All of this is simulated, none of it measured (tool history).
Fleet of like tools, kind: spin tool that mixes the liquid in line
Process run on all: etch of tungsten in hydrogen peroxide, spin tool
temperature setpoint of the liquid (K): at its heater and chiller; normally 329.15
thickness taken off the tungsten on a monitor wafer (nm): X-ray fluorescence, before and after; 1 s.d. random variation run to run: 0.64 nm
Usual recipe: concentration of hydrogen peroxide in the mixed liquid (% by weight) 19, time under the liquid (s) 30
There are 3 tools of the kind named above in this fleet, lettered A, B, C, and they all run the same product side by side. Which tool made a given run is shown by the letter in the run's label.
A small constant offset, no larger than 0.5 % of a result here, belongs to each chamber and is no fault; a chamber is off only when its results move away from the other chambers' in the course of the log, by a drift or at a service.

run,hour,temperature setpoint of the liquid (K),concentration of hydrogen peroxide in the mixed liquid (% by weight),time under the liquid (s),hours since the thermometer was replaced,hours since the peroxide flow meter was replaced,hours since the heated supply line was repaired,hours since the drum of peroxide was connected,"read-back film thickness of the tungsten reference wafer, read on the same gauge (nm)",thickness taken off the tungsten on a monitor wafer (nm)
1B,6.7,329.15,19,30,906.2,684.8,178.9,585.1,109.99,90.490
2A,18.7,329.15,19,30,304.7,1110.7,1114.4,181.0,110.00,90.351
3C,28.0,329.15,19,30,424.8,1961.3,517.3,756.7,109.98,89.766
4C,36.1,329.15,19,30,432.9,1969.4,525.4,764.8,110.02,89.633
5B,44.5,329.15,19,30,944.0,722.6,216.7,622.9,109.99,89.277
6A,54.1,329.15,19,30,340.1,1146.1,1149.8,216.4,110.01,91.192
7C,62.3,329.15,19,30,459.1,1995.6,551.6,791.0,110.02,90.294
8A,75.2,329.15,19,30,361.2,1167.2,1170.9,237.5,110.01,90.964
9B,87.0,329.15,19,30,986.5,765.1,259.2,665.4,110.00,91.099
# hour 95.0: chamber C: new drum of peroxide connected
10C,95.3,325.15,14,30,492.1,2028.6,584.6,0.4,110.00,61.688
11A,102.3,325.15,14,30,388.3,1194.3,1198.0,264.6,109.99,60.256
12B,108.6,325.15,14,30,1008.1,786.7,280.8,687.0,110.02,62.075
13C,118.4,329.15,19,30,515.2,2051.7,607.7,23.5,110.00,89.762
14A,127.8,329.15,19,30,413.8,1219.8,1223.5,290.1,110.00,90.519
15B,137.6,329.15,19,30,1037.1,815.7,309.8,716.0,110.01,93.357
16A,144.4,329.15,19,30,430.4,1236.4,1240.1,306.7,109.99,92.113
17C,156.1,329.15,19,30,552.9,2089.4,645.4,61.2,110.00,90.729
18B,162.1,329.15,19,30,1061.6,840.2,334.3,740.5,109.99,94.283
19B,169.9,329.15,19,30,1069.4,848.0,342.1,748.3,109.99,94.717
20C,178.9,329.15,19,30,575.7,2112.2,668.2,84.0,109.99,89.788
21A,190.5,329.15,19,30,476.5,1282.5,1286.2,352.8,109.99,91.818
22C,203.5,329.15,19,30,600.3,2136.8,692.8,108.6,109.99,90.192
23B,210.7,329.15,19,30,1110.2,888.8,382.9,789.1,109.99,97.522
24A,222.9,329.15,19,30,508.9,1314.9,1318.6,385.2,110.01,91.043
25B,228.8,329.15,19,30,1128.3,906.9,401.0,807.2,110.00,97.484
26C,237.2,329.15,19,30,634.0,2170.5,726.5,142.3,110.01,90.154

One chamber off, gauge drift, or nothing amiss beyond the chambers' own small offsets? If it is a chamber, which one, and what is the likeliest cause?

One chamber, B, drifts off from the rest bit by bit.
Cause: liquid hotter than its thermometer reads (K) = 1.38.

Here are 4 candidates for chamber B's next run, each the usual settings with a change, their results left as question marks. Which one brings its results back in line with what the others give on the usual settings?
To be in line, a result may differ from the other chambers' mean on the usual settings by at most: thickness taken off the tungsten on a monitor wafer (nm) 2.200
27B-1,246.8,329.15,22,30,,,,,,?
27B-2,246.8,327.65,19,30,,,,,,?
27B-3,246.8,329.65,19,30,,,,,,?
27B-4,246.8,328.65,19,30,,,,,,?

The mean the other chambers reach with the usual settings: thickness taken off the tungsten on a monitor wafer (nm) 90.378
run,thickness taken off the tungsten on a monitor wafer (nm)
27B-1,105.600
27B-2,89.667
27B-3,100.990
27B-4,95.208
The answer is 27B-2, which returns the chamber to within the allowed miss of the others.
